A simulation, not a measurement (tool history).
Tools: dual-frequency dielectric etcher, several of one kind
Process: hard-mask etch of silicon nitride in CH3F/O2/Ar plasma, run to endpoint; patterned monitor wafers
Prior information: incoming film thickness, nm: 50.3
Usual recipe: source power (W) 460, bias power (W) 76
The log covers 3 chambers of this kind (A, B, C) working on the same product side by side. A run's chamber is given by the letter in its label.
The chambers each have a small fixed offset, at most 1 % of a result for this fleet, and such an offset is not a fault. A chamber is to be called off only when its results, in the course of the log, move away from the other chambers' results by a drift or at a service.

{"run": "1C", "day": 0.329, "source power (W)": 460, "bias power (W)": 76, "endpoint time (s)": 66.942}
{"run": "2B", "day": 0.762, "source power (W)": 460, "bias power (W)": 76, "endpoint time (s)": 68.505}
{"run": "3A", "day": 1.292, "source power (W)": 460, "bias power (W)": 76, "endpoint time (s)": 68.301}
{"run": "4B", "day": 1.704, "source power (W)": 460, "bias power (W)": 76, "endpoint time (s)": 67.723}
{"run": "5C", "day": 1.975, "source power (W)": 460, "bias power (W)": 76, "endpoint time (s)": 68.426}
{"run": "6A", "day": 2.575, "source power (W)": 460, "bias power (W)": 76, "endpoint time (s)": 68.963}
{"run": "7A", "day": 2.867, "source power (W)": 380, "bias power (W)": 67, "endpoint time (s)": 76.461}
{"run": "8C", "day": 3.425, "source power (W)": 380, "bias power (W)": 67, "endpoint time (s)": 75.683}
{"run": "9B", "day": 3.825, "source power (W)": 380, "bias power (W)": 67, "endpoint time (s)": 76.367}
{"run": "10A", "day": 4.396, "source power (W)": 460, "bias power (W)": 76, "endpoint time (s)": 68.451}
{"run": "11B", "day": 4.896, "source power (W)": 460, "bias power (W)": 76, "endpoint time (s)": 68.156}
{"run": "12C", "day": 5.492, "source power (W)": 460, "bias power (W)": 76, "endpoint time (s)": 67.664}
{"run": "13A", "day": 5.883, "source power (W)": 460, "bias power (W)": 76, "endpoint time (s)": 68.216}
{"day": 6.4, "done": "chamber C: wet clean of the chamber"}
{"run": "14C", "day": 6.492, "source power (W)": 460, "bias power (W)": 76, "endpoint time (s)": 67.824}
{"run": "15B", "day": 7.033, "source power (W)": 460, "bias power (W)": 70, "endpoint time (s)": 69.744}
{"day": 7.192, "done": "chamber C: bias power generator calibrated"}
{"run": "16A", "day": 7.362, "source power (W)": 460, "bias power (W)": 70, "endpoint time (s)": 71.942}
{"run": "17B", "day": 7.942, "source power (W)": 460, "bias power (W)": 70, "endpoint time (s)": 70.746}
{"run": "18C", "day": 8.471, "source power (W)": 460, "bias power (W)": 76, "endpoint time (s)": 67.84}
{"run": "19B", "day": 8.754, "source power (W)": 460, "bias power (W)": 76, "endpoint time (s)": 68.329}
{"run": "20A", "day": 9.075, "source power (W)": 460, "bias power (W)": 76, "endpoint time (s)": 70.992}
{"run": "21C", "day": 9.433, "source power (W)": 460, "bias power (W)": 76, "endpoint time (s)": 67.481}
{"day": 10.042, "done": "chamber A: bias power generator calibrated"}
{"run": "22A", "day": 10.05, "source power (W)": 460, "bias power (W)": 76, "endpoint time (s)": 70.586}
{"run": "23B", "day": 10.638, "source power (W)": 460, "bias power (W)": 76, "endpoint time (s)": 68.581}
{"run": "24C", "day": 10.954, "source power (W)": 460, "bias power (W)": 76, "endpoint time (s)": 68.659}

Has any chamber moved away from the others, gradually or after a service, or does the common gauge drift, or do the chambers differ only by their own small steady offsets? State the chamber and the most likely cause if one applies.

Chamber A drifts away from the others.
What lies behind it: etch rate under this chamber's usual, % = 4.06.

Chamber A could run next with any of the 4 candidate recipes listed below; each alters the usual settings, and their results appear as question marks. Which one brings its results back in line with what the other chambers deliver on the usual settings?
Maximum distance from the other chambers' mean on the usual settings for a result to count as in line: endpoint time (s) 1.6
{"run": "25A-1", "day": 11.396, "source power (W)": 390, "bias power (W)": 67, "endpoint time (s)": "?"}
{"run": "25A-2", "day": 11.396, "source power (W)": 460, "bias power (W)": 65, "endpoint time (s)": "?"}
{"run": "25A-3", "day": 11.396, "source power (W)": 490, "bias power (W)": 81, "endpoint time (s)": "?"}
{"run": "25A-4", "day": 11.396, "source power (W)": 530, "bias power (W)": 85, "endpoint time (s)": "?"}

On the usual settings, the other chambers give on average: endpoint time (s) 67.964
run=25A-1 endpoint_time_(s)=79.363
run=25A-2 endpoint_time_(s)=75.244
run=25A-3 endpoint_time_(s)=68.137
run=25A-4 endpoint_time_(s)=65.032
With 25A-3, the chamber falls back in line with the rest.
